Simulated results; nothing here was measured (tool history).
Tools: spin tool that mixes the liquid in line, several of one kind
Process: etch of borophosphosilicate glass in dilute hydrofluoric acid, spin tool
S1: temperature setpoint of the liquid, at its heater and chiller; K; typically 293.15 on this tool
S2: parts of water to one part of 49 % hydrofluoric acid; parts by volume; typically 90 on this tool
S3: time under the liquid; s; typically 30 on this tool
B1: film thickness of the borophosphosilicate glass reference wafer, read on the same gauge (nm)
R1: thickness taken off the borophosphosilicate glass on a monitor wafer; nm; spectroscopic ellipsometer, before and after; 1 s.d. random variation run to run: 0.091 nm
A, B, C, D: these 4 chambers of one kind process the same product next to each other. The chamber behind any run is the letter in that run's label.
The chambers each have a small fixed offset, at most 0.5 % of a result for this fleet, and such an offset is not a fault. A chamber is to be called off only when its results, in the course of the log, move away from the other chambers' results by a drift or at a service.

run,day,S1,S2,S3,B1,R1
1B,0.338,293.15,90,30,129.98,12.572
2A,0.646,293.15,90,30,130.05,12.564
3D,1.208,293.15,90,30,129.99,12.526
4C,1.6,293.15,90,30,130.02,12.595
5D,1.862,293.15,90,30,129.98,12.586
6C,2.379,293.15,90,30,130.01,12.506
7A,2.65,293.15,90,15,129.98,6.2298
8B,3.158,293.15,90,15,129.99,6.2787
9B,3.646,293.15,90,15,129.96,6.3089
10C,3.938,293.15,90,15,130.03,6.1737
11D,4.383,293.15,90,30,130.01,12.505
12A,4.704,293.15,90,30,130.02,12.613
# day 4.717: chamber B: thermometer replaced
13D,5.017,293.15,90,30,129.97,12.365
14A,5.35,293.15,90,30,130.01,12.47
15C,5.846,293.15,90,30,130.04,12.553
16B,6.288,293.15,90,30,129.98,12.412
17A,6.638,293.15,65,30,130.02,17.859
18B,7.062,293.15,65,30,130.02,18.196
19D,7.45,293.15,65,30,129.97,17.987
20C,7.9,293.15,65,30,130.01,17.816
21A,8.358,293.15,90,30,130.05,12.885
22B,8.675,293.15,130,20,129.99,5.5158
23D,9.183,293.15,130,20,130.02,5.6016
24C,9.683,293.15,130,20,129.98,5.4864
25B,10.217,293.15,130,20,129.96,5.5209
26D,10.467,293.15,90,30,129.98,12.494
27A,10.883,293.15,90,30,130.02,12.911
28C,11.35,293.15,90,45,130.03,18.577
29B,11.846,293.15,90,45,130.02,19.025
30D,12.142,293.15,90,45,130.04,19.068
31C,12.412,293.15,90,45,130.03,18.717
32A,12.938,293.15,90,30,130.02,13.355
33B,13.454,293.15,90,30,129.97,12.566
34C,13.892,293.15,90,30,129.96,12.486
35A,14.183,295.15,90,30,130.01,14.783
36D,14.675,295.15,90,30,130.03,13.516
37D,15.171,295.15,90,30,130.01,13.499
38A,15.583,295.15,90,30,130.06,14.906

The same settings go to every chamber for the next run, one line per chamber below. Forecast the results for each:
39A,15.988,293.15,110,30,,?
39B,15.988,293.15,110,30,,?
39C,15.988,293.15,110,30,,?
39D,15.988,293.15,110,30,,?

run,R1
39A,11.103
39B,9.9828
39C,9.9279
39D,10.016

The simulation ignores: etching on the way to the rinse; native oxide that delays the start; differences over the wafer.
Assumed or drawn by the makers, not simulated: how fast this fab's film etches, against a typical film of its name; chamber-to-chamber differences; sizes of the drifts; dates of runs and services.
